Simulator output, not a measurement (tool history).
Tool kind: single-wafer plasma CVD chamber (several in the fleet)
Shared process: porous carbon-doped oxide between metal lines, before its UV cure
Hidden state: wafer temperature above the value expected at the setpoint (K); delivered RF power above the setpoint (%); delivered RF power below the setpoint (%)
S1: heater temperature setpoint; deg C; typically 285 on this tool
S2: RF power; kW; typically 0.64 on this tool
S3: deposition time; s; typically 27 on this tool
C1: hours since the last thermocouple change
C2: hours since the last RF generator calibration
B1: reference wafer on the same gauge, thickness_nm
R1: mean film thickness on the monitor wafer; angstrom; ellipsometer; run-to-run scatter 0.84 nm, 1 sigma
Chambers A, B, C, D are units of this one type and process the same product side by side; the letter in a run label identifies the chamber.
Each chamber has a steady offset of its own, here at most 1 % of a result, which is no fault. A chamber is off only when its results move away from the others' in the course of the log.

run 1A hour=11.7 | S1=285 S2=0.64 S3=27 | C1=1088.3 C2=1547.9 | B1=173.95 | R1=1879.5
run 2B hour=24.8 | S1=285 S2=0.64 S3=27 | C1=533.9 C2=1078 | B1=173.96 | R1=1865.8
run 3C hour=33.3 | S1=285 S2=0.64 S3=27 | C1=999 C2=484.3 | B1=173.97 | R1=1892.9
run 4D hour=41.6 | S1=285 S2=0.64 S3=27 | C1=1195.9 C2=357.4 | B1=174.14 | R1=1889.2
run 5B hour=49.2 | S1=285 S2=0.64 S3=27 | C1=558.3 C2=1102.4 | B1=174.02 | R1=1862.9
run 6C hour=60.9 | S1=296 S2=0.64 S3=27 | C1=1026.6 C2=511.9 | B1=174.06 | R1=1762.6
run 7D hour=68.5 | S1=296 S2=0.64 S3=27 | C1=1222.8 C2=384.3 | B1=173.92 | R1=1753.7
run 8A hour=78.9 | S1=296 S2=0.64 S3=27 | C1=1155.5 C2=1615.1 | B1=174.04 | R1=1763.3
-- hour=80.9 chamber A: RF generator calibrated
run 9C hour=86.1 | S1=296 S2=0.64 S3=27 | C1=1051.8 C2=537.1 | B1=174.1 | R1=1786.3
run 10A hour=97 | S1=285 S2=0.64 S3=27 | C1=1173.6 C2=16.2 | B1=174.12 | R1=1873
run 11D hour=108.9 | S1=285 S2=0.64 S3=27 | C1=1263.2 C2=424.7 | B1=174.09 | R1=1875.1
run 12B hour=121.1 | S1=295 S2=0.595 S3=27 | C1=630.2 C2=1174.3 | B1=173.92 | R1=1688.5
run 13D hour=129.7 | S1=295 S2=0.595 S3=27 | C1=1284 C2=445.5 | B1=173.97 | R1=1693.8
run 14C hour=138.8 | S1=295 S2=0.595 S3=27 | C1=1104.5 C2=589.8 | B1=174 | R1=1698.3
run 15A hour=147.7 | S1=295 S2=0.595 S3=27 | C1=1224.3 C2=66.9 | B1=173.95 | R1=1686.4
run 16B hour=154 | S1=285 S2=0.64 S3=27 | C1=663.1 C2=1207.2 | B1=173.98 | R1=1867
run 17D hour=162.7 | S1=285 S2=0.64 S3=27 | C1=1317 C2=478.5 | B1=174.08 | R1=1878.1
run 18A hour=171.3 | S1=285 S2=0.64 S3=27 | C1=1247.9 C2=90.5 | B1=174.01 | R1=1882.1
run 19C hour=182.5 | S1=285 S2=0.64 S3=27 | C1=1148.2 C2=633.5 | B1=174.03 | R1=1891.4
run 20B hour=191.9 | S1=285 S2=0.64 S3=27 | C1=701 C2=1245.1 | B1=174.16 | R1=1854
run 21A hour=199.6 | S1=285 S2=0.64 S3=27 | C1=1276.2 C2=118.8 | B1=173.73 | R1=1871
run 22D hour=208.3 | S1=285 S2=0.64 S3=27 | C1=1362.6 C2=524.1 | B1=174.04 | R1=1873.9
run 23B hour=219.7 | S1=279 S2=0.64 S3=21.8 | C1=728.8 C2=1272.9 | B1=174.08 | R1=1561.2
run 24C hour=231.4 | S1=279 S2=0.64 S3=21.8 | C1=1197.1 C2=682.4 | B1=174.19 | R1=1615.1
run 25B hour=238.3 | S1=279 S2=0.64 S3=21.8 | C1=747.4 C2=1291.5 | B1=173.99 | R1=1559.8
run 26C hour=251.4 | S1=279 S2=0.64 S3=21.8 | C1=1217.1 C2=702.4 | B1=174.08 | R1=1595.6
run 27A hour=259.1 | S1=285 S2=0.64 S3=27 | C1=1335.7 C2=178.3 | B1=173.69 | R1=1858.4
run 28D hour=265.4 | S1=285 S2=0.64 S3=27 | C1=1419.7 C2=581.2 | B1=173.98 | R1=1876.2
run 29C hour=273 | S1=285 S2=0.64 S3=27 | C1=1238.7 C2=724 | B1=173.94 | R1=1895.5
run 30B hour=282.6 | S1=285 S2=0.565 S3=32.2 | C1=791.7 C2=1335.8 | B1=174.07 | R1=2026.8
run 31D hour=291.8 | S1=285 S2=0.565 S3=32.2 | C1=1446.1 C2=607.6 | B1=174.19 | R1=2064
run 32A hour=300.3 | S1=285 S2=0.565 S3=32.2 | C1=1376.9 C2=219.5 | B1=173.93 | R1=2054.6
run 33B hour=308.4 | S1=285 S2=0.565 S3=32.2 | C1=817.5 C2=1361.6 | B1=174.04 | R1=2003.9
run 34C hour=317.6 | S1=285 S2=0.64 S3=27 | C1=1283.3 C2=768.6 | B1=173.89 | R1=1890.7
run 35D hour=328.1 | S1=285 S2=0.64 S3=22 | C1=1482.4 C2=643.9 | B1=174.1 | R1=1536.6
run 36A hour=335.1 | S1=285 S2=0.64 S3=22 | C1=1411.7 C2=254.3 | B1=174.07 | R1=1543.6
run 37D hour=341.7 | S1=285 S2=0.64 S3=22 | C1=1496 C2=657.5 | B1=174 | R1=1539.9
run 38B hour=350.8 | S1=285 S2=0.64 S3=22 | C1=859.9 C2=1404 | B1=173.94 | R1=1482.6
run 39A hour=364.5 | S1=285 S2=0.74 S3=29.9 | C1=1441.1 C2=283.7 | B1=174.07 | R1=2282.9
run 40C hour=377 | S1=285 S2=0.74 S3=29.9 | C1=1342.7 C2=828 | B1=173.92 | R1=2313.5

Is one chamber out of step, is the gauge drifting, or do the chambers differ by no more than their own small offsets? For an off chamber, give its letter and the likeliest cause.

Little by little, chamber B moves away from the other chambers.
Cause: delivered RF power below the setpoint (%) = 5.35.
From this log alone, it may not be told apart from: wafer temperature above the value expected at the setpoint (K).

Which of the 4 candidates below, each the usual settings with something changed and its results left as question marks, puts chamber B back in line with what the other chambers give on the usual settings?
Maximum distance from the other chambers' mean on the usual settings for a result to count as in line: R1 29 angstrom
run 41B-1 hour=386.9 | S1=285 S2=0.595 S3=27 | R1=?
run 41B-2 hour=386.9 | S1=284 S2=0.65 S3=27 | R1=?
run 41B-3 hour=386.9 | S1=285 S2=0.685 S3=27 | R1=?
run 41B-4 hour=386.9 | S1=285 S2=0.635 S3=26.7 | R1=?

The mean the other chambers reach with the usual settings: R1 1885.5 angstrom
run=41B-1 R1=1726.5
run=41B-2 R1=1836.4
run=41B-3 R1=1886
run=41B-4 R1=1778.9
41B-3 brings the chamber back in line.
